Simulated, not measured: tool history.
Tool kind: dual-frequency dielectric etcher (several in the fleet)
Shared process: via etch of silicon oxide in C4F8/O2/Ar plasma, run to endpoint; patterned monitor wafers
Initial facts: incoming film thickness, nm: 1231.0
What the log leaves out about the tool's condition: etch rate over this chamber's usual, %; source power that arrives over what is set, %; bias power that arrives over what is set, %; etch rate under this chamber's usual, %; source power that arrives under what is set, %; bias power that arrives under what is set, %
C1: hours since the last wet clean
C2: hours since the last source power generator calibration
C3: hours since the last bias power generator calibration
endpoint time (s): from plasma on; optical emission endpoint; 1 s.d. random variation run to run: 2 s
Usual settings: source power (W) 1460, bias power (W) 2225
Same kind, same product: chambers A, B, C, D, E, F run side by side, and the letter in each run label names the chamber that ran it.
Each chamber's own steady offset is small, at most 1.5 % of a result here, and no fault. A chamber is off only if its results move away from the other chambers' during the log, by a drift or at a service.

At hour 3.5: chamber D: wet clean of the chamber.
Run 1D, hour 7.5: usual settings; C1 4.1; C2 1886.5; C3 2628.1. Result: endpoint time (s) 267.08.
Run 2B, hour 13.4: usual settings; C1 431.0; C2 493.7; C3 54.1. Result: endpoint time (s) 269.35.
Run 3C, hour 17.5: usual settings; C1 479.5; C2 3696.8; C3 963.0. Result: endpoint time (s) 265.08.
Run 4E, hour 22.1: usual settings; C1 74.1; C2 3728.5; C3 388.9. Result: endpoint time (s) 269.56.
Run 5A, hour 26.3: usual settings; C1 408.9; C2 3053.6; C3 2263.0. Result: endpoint time (s) 264.76.
Run 6F, hour 33.1: usual settings; C1 54.6; C2 40.0; C3 1123.6. Result: endpoint time (s) 269.46.
Run 7A, hour 39.9: usual settings; C1 422.5; C2 3067.2; C3 2276.6. Result: endpoint time (s) 263.36.
At hour 42.3: chamber C: wet clean of the chamber.
Run 8C, hour 45.1: usual settings; C1 2.8; C2 3724.4; C3 990.6. Result: endpoint time (s) 267.70.
Run 9E, hour 51.7: usual settings; C1 103.7; C2 3758.1; C3 418.5. Result: endpoint time (s) 270.83.
Run 10F, hour 59.4: usual settings; C1 80.9; C2 66.3; C3 1149.9. Result: endpoint time (s) 267.20.
Run 11B, hour 63.8: usual settings; C1 481.4; C2 544.1; C3 104.5. Result: endpoint time (s) 269.22.
Run 12D, hour 68.5: usual settings but bias power (W) 1977; C1 65.1; C2 1947.5; C3 2689.1. Result: endpoint time (s) 276.97.
Run 13B, hour 73.5: usual settings but bias power (W) 1977; C1 491.1; C2 553.8; C3 114.2. Result: endpoint time (s) 276.76.
At hour 75.2: chamber A: wet clean of the chamber.
Run 14E, hour 77.7: usual settings but bias power (W) 1977; C1 129.7; C2 3784.1; C3 444.5. Result: endpoint time (s) 281.46.
Run 15A, hour 86.0: usual settings but bias power (W) 1977; C1 10.8; C2 3113.3; C3 2322.7. Result: endpoint time (s) 274.72.
At hour 91.5: chamber B: wet clean of the chamber.
Run 16C, hour 91.9: usual settings but bias power (W) 1977; C1 49.6; C2 3771.2; C3 1037.4. Result: endpoint time (s) 271.21.
Run 17D, hour 99.0: usual settings but bias power (W) 1977; C1 95.6; C2 1978.0; C3 2719.6. Result: endpoint time (s) 275.16.
At hour 99.2: chamber A: source power generator calibrated.
Run 18F, hour 105.6: usual settings; C1 127.1; C2 112.5; C3 1196.1. Result: endpoint time (s) 268.67.
Run 19A, hour 110.6: usual settings; C1 35.4; C2 11.4; C3 2347.3. Result: endpoint time (s) 263.45.
Run 20E, hour 118.2: usual settings; C1 170.2; C2 3824.6; C3 485.0. Result: endpoint time (s) 271.22.
Run 21F, hour 124.8: usual settings; C1 146.3; C2 131.7; C3 1215.3. Result: endpoint time (s) 269.71.
Run 22B, hour 128.9: usual settings; C1 37.4; C2 609.2; C3 169.6. Result: endpoint time (s) 267.77.
Run 23C, hour 136.1: usual settings; C1 93.8; C2 3815.4; C3 1081.6. Result: endpoint time (s) 266.48.
Run 24D, hour 140.7: usual settings; C1 137.3; C2 2019.7; C3 2761.3. Result: endpoint time (s) 268.90.
Run 25D, hour 147.9: usual settings; C1 144.5; C2 2026.9; C3 2768.5. Result: endpoint time (s) 267.50.
Run 26B, hour 156.1: usual settings; C1 64.6; C2 636.4; C3 196.8. Result: endpoint time (s) 266.73.
Run 27E, hour 163.1: usual settings; C1 215.1; C2 3869.5; C3 529.9. Result: endpoint time (s) 272.73.
Run 28F, hour 168.3: usual settings; C1 189.8; C2 175.2; C3 1258.8. Result: endpoint time (s) 267.88.
Run 29C, hour 173.3: usual settings; C1 131.0; C2 3852.6; C3 1118.8. Result: endpoint time (s) 266.96.
Run 30A, hour 179.8: usual settings; C1 104.6; C2 80.6; C3 2416.5. Result: endpoint time (s) 266.06.
Run 31B, hour 186.9: usual settings; C1 95.4; C2 667.2; C3 227.6. Result: endpoint time (s) 268.56.
Run 32F, hour 195.1: usual settings; C1 216.6; C2 202.0; C3 1285.6. Result: endpoint time (s) 270.67.
Run 33A, hour 203.5: usual settings; C1 128.3; C2 104.3; C3 2440.2. Result: endpoint time (s) 265.08.
Run 34C, hour 210.6: usual settings; C1 168.3; C2 3889.9; C3 1156.1. Result: endpoint time (s) 264.16.
Run 35E, hour 214.9: usual settings; C1 266.9; C2 3921.3; C3 581.7. Result: endpoint time (s) 270.18.
Run 36D, hour 223.2: usual settings; C1 219.8; C2 2102.2; C3 2843.8. Result: endpoint time (s) 268.84.
Run 37C, hour 231.4: usual settings; C1 189.1; C2 3910.7; C3 1176.9. Result: endpoint time (s) 266.83.
Run 38B, hour 238.1: usual settings; C1 146.6; C2 718.4; C3 278.8. Result: endpoint time (s) 267.36.
Run 39A, hour 243.9: usual settings; C1 168.7; C2 144.7; C3 2480.6. Result: endpoint time (s) 267.25.
Run 40F, hour 249.6: usual settings; C1 271.1; C2 256.5; C3 1340.1. Result: endpoint time (s) 271.21.
Run 41E, hour 254.6: usual settings; C1 306.6; C2 3961.0; C3 621.4. Result: endpoint time (s) 268.32.

Next, every chamber runs the same settings. What will each give?
Run 42A, hour 260.9: usual settings. Result: endpoint time (s) ?.
Run 42B, hour 260.9: usual settings. Result: endpoint time (s) ?.
Run 42C, hour 260.9: usual settings. Result: endpoint time (s) ?.
Run 42D, hour 260.9: usual settings. Result: endpoint time (s) ?.
Run 42E, hour 260.9: usual settings. Result: endpoint time (s) ?.
Run 42F, hour 260.9: usual settings. Result: endpoint time (s) ?.

run  endpoint time (s)
42A             265.78
42B             265.96
42C             264.36
42D             268.17
42E             272.67
42F             269.91
